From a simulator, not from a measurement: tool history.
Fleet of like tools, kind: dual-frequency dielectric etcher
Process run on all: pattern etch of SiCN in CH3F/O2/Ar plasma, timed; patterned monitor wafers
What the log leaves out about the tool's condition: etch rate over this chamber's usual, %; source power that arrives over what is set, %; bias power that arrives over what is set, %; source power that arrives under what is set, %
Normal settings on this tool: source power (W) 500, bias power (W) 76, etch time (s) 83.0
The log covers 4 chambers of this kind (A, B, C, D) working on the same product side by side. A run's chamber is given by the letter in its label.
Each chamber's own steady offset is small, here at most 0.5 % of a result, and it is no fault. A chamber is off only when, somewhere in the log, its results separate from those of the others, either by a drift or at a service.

run	hour	source power (W)	bias power (W)	etch time (s)	hours since the last wet clean	hours since the last source power generator calibration	hours since the last bias power generator calibration	read-back reference wafer on the same gauge, depth_nm	mean etch depth across the wafer (Å)
1A	8.8	500	76	83.0	407.6	1690.5	3744.8	28.616	345.12
2B	16.8	500	76	83.0	151.8	2882.6	1423.4	28.596	345.04
3C	26.7	500	76	83.0	47.6	821.4	2101.0	28.598	345.85
# hour 28.1: chamber A: wet clean of the chamber
4D	36.5	500	76	83.0	392.0	4527.8	1736.5	28.593	345.16
5A	46.5	500	76	83.0	18.5	1728.2	3782.5	28.592	345.20
6C	55.5	500	76	83.0	76.4	850.2	2129.8	28.599	346.01
7B	63.2	500	76	83.0	198.2	2929.0	1469.8	28.610	345.98
8D	69.8	500	87	106.0	425.3	4561.1	1769.8	28.601	459.72
9B	75.4	500	87	106.0	210.4	2941.2	1482.0	28.582	461.71
10C	80.7	500	87	106.0	101.6	875.4	2155.0	28.597	463.63
11A	88.4	500	87	106.0	60.4	1770.1	3824.4	28.595	461.39
12D	98.4	500	61	94.0	453.9	4589.7	1798.4	28.622	363.45
13B	107.6	500	61	94.0	242.6	2973.4	1514.2	28.604	363.36
14C	119.0	500	61	94.0	139.9	913.7	2193.3	28.620	362.88
15D	129.5	500	61	94.0	485.0	4620.8	1829.5	28.615	361.53
16A	136.8	500	76	104.0	108.8	1818.5	3872.8	28.589	430.96
17B	147.0	500	76	104.0	282.0	3012.8	1553.6	28.607	431.54
18C	153.5	500	76	104.0	174.4	948.2	2227.8	28.578	436.55
19A	164.8	500	76	104.0	136.8	1846.5	3900.8	28.593	432.51
20D	171.1	500	76	83.0	526.6	4662.4	1871.1	28.601	345.46
21D	179.1	500	83	104.0	534.6	4670.4	1879.1	28.601	444.88
22C	187.4	500	83	104.0	208.3	982.1	2261.7	28.603	448.91
23A	194.5	500	83	104.0	166.5	1876.2	3930.5	28.627	444.01
24B	200.8	500	83	104.0	335.8	3066.6	1607.4	28.593	444.38
25B	206.6	500	76	83.0	341.6	3072.4	1613.2	28.604	345.53
26A	213.9	500	76	83.0	185.9	1895.6	3949.9	28.602	344.92
27D	223.8	500	76	103.5	579.3	4715.1	1923.8	28.596	428.71
28C	234.7	500	76	103.5	255.6	1029.4	2309.0	28.603	434.32
29C	244.4	500	76	103.5	265.3	1039.1	2318.7	28.612	430.95
# hour 250.8: chamber D: wet clean of the chamber
30B	255.7	500	76	103.5	390.7	3121.5	1662.3	28.607	429.15
31D	261.1	500	76	83.0	10.3	4752.4	1961.1	28.608	344.77
32A	266.4	500	76	83.0	238.4	1948.1	4002.4	28.600	345.80
33B	277.6	500	76	83.0	412.6	3143.4	1684.2	28.616	344.98
34D	288.5	500	76	83.0	37.7	4779.8	1988.5	28.598	345.20
35A	296.6	500	76	83.0	268.6	1978.3	4032.6	28.580	346.16
36C	307.2	500	60	83.0	328.1	1101.9	2381.5	28.614	318.49
37D	315.5	500	60	83.0	64.7	4806.8	2015.5	28.603	317.97
38A	322.6	500	60	83.0	294.6	2004.3	4058.6	28.616	317.89
39C	330.1	500	60	83.0	351.0	1124.8	2404.4	28.610	318.99
40B	341.4	500	76	83.0	476.4	3207.2	1748.0	28.604	345.01
41A	347.8	500	76	83.0	319.8	2029.5	4083.8	28.596	345.10
42C	359.2	500	76	83.0	380.1	1153.9	2433.5	28.599	346.09

All 4 chambers run these settings next. Forecast each chamber's results:
43A	367.5	500	76	83.0					?
43B	367.5	500	76	83.0					?
43C	367.5	500	76	83.0					?
43D	367.5	500	76	83.0					?

run	mean etch depth across the wafer (Å)
43A	347.29
43B	346.30
43C	346.28
43D	344.61

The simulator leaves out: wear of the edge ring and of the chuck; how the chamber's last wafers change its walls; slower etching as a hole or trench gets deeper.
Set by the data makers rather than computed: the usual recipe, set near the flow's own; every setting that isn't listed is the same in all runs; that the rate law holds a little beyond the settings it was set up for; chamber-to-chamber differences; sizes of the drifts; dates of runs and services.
